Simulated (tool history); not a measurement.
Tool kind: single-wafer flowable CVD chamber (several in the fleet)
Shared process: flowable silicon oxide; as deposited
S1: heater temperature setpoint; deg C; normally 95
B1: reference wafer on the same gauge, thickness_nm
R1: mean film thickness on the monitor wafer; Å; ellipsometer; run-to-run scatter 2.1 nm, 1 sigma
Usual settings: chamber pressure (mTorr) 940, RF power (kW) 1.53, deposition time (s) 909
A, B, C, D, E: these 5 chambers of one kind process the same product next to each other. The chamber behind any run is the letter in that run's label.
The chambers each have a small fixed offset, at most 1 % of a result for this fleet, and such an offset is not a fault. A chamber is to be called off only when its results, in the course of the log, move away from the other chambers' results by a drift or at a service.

Run 1E, hour 6.2: usual settings; B1 836.96. Result: R1 7499.3 Å.
Run 2A, hour 15.1: usual settings; B1 837.2. Result: R1 7514.4 Å.
Run 3D, hour 22: usual settings; B1 837.01. Result: R1 7423.3 Å.
Run 4C, hour 28.4: usual settings; B1 837.12. Result: R1 7531.7 Å.
Run 5B, hour 40.2: usual settings; B1 837.72. Result: R1 7450.3 Å.
Run 6C, hour 52.7: usual settings; B1 837.12. Result: R1 7534.7 Å.
Run 7A, hour 64: usual settings; B1 836.96. Result: R1 7498.5 Å.
Run 8E, hour 72: usual settings; B1 837.37. Result: R1 7475.9 Å.
Run 9D, hour 80.1: usual settings; B1 836.42. Result: R1 7448.1 Å.
Run 10B, hour 88: usual settings but RF power (kW) 1.275; B1 837.19. Result: R1 6959.8 Å.
Run 11B, hour 99: usual settings but RF power (kW) 1.275; B1 837.08. Result: R1 7028.9 Å.
At hour 102.6: chamber A: RF generator calibrated.
Run 12E, hour 108.3: usual settings but RF power (kW) 1.275; B1 837.11. Result: R1 7046.4 Å.
Run 13D, hour 114.9: usual settings but RF power (kW) 1.275; B1 836.87. Result: R1 6993.7 Å.
Run 14C, hour 128: usual settings but RF power (kW) 1.275; B1 836.84. Result: R1 7097.9 Å.
Run 15A, hour 136.2: usual settings but chamber pressure (mTorr) 1016; B1 837.22. Result: R1 8235.3 Å.
At hour 140.2: chamber B: RF generator calibrated.
Run 16C, hour 142.7: usual settings but chamber pressure (mTorr) 1016; B1 837.5. Result: R1 8309.1 Å.
Run 17B, hour 151.7: usual settings but chamber pressure (mTorr) 1016; B1 836.7. Result: R1 8234.5 Å.
Run 18E, hour 160.9: usual settings but chamber pressure (mTorr) 1016; B1 837.55. Result: R1 8254 Å.
Run 19A, hour 169.9: usual settings but chamber pressure (mTorr) 1016; B1 836.27. Result: R1 8219.3 Å.
Run 20D, hour 181.8: usual settings; B1 836.72. Result: R1 7446 Å.
Run 21A, hour 191.4: usual settings; B1 837.78. Result: R1 7470.9 Å.
Run 22B, hour 202.6: usual settings; B1 837.23. Result: R1 7461.2 Å.
Run 23D, hour 215.2: usual settings but chamber pressure (mTorr) 830, RF power (kW) 1.665; B1 836.9. Result: R1 6580.4 Å.
Run 24C, hour 226.1: usual settings but chamber pressure (mTorr) 830, RF power (kW) 1.665; B1 837.49. Result: R1 6561.6 Å.
Run 25E, hour 237.1: usual settings but chamber pressure (mTorr) 830, RF power (kW) 1.665; B1 837.28. Result: R1 6640.1 Å.
Run 26C, hour 248.8: usual settings but chamber pressure (mTorr) 830, RF power (kW) 1.665; B1 836.51. Result: R1 6552.5 Å.
Run 27D, hour 260.3: usual settings but chamber pressure (mTorr) 830, RF power (kW) 1.665; B1 837.58. Result: R1 6588.4 Å.
At hour 268.5: chamber C: capacitance manometer re-zeroed and calibrated.
Run 28A, hour 272.7: usual settings; B1 837.17. Result: R1 7466.9 Å.
Run 29E, hour 278.7: usual settings; B1 836.74. Result: R1 7523.9 Å.
At hour 284.5: chamber D: capacitance manometer re-zeroed and calibrated.
Run 30B, hour 287.8: usual settings; B1 837.45. Result: R1 7469.6 Å.
Run 31D, hour 295.2: usual settings; B1 837.3. Result: R1 7463.1 Å.
Run 32C, hour 304.2: usual settings; B1 837.01. Result: R1 7544.2 Å.
Run 33A, hour 315.3: usual settings; B1 837.17. Result: R1 7476.6 Å.
Run 34E, hour 326.3: usual settings; B1 836.84. Result: R1 7498.6 Å.
Run 35B, hour 334.2: usual settings; B1 836.76. Result: R1 7430.7 Å.
Run 36B, hour 341.5: usual settings but chamber pressure (mTorr) 813, RF power (kW) 1.425; B1 837.04. Result: R1 6079 Å.

Which is it: a chamber that has drifted or been left off by a service, a gauge drift common to all chambers, or only each chamber's usual small offset? If a chamber is off, name it and its likeliest cause.

Neither any chamber nor the gauge drifts; the chambers differ only by their own small, steady offsets.

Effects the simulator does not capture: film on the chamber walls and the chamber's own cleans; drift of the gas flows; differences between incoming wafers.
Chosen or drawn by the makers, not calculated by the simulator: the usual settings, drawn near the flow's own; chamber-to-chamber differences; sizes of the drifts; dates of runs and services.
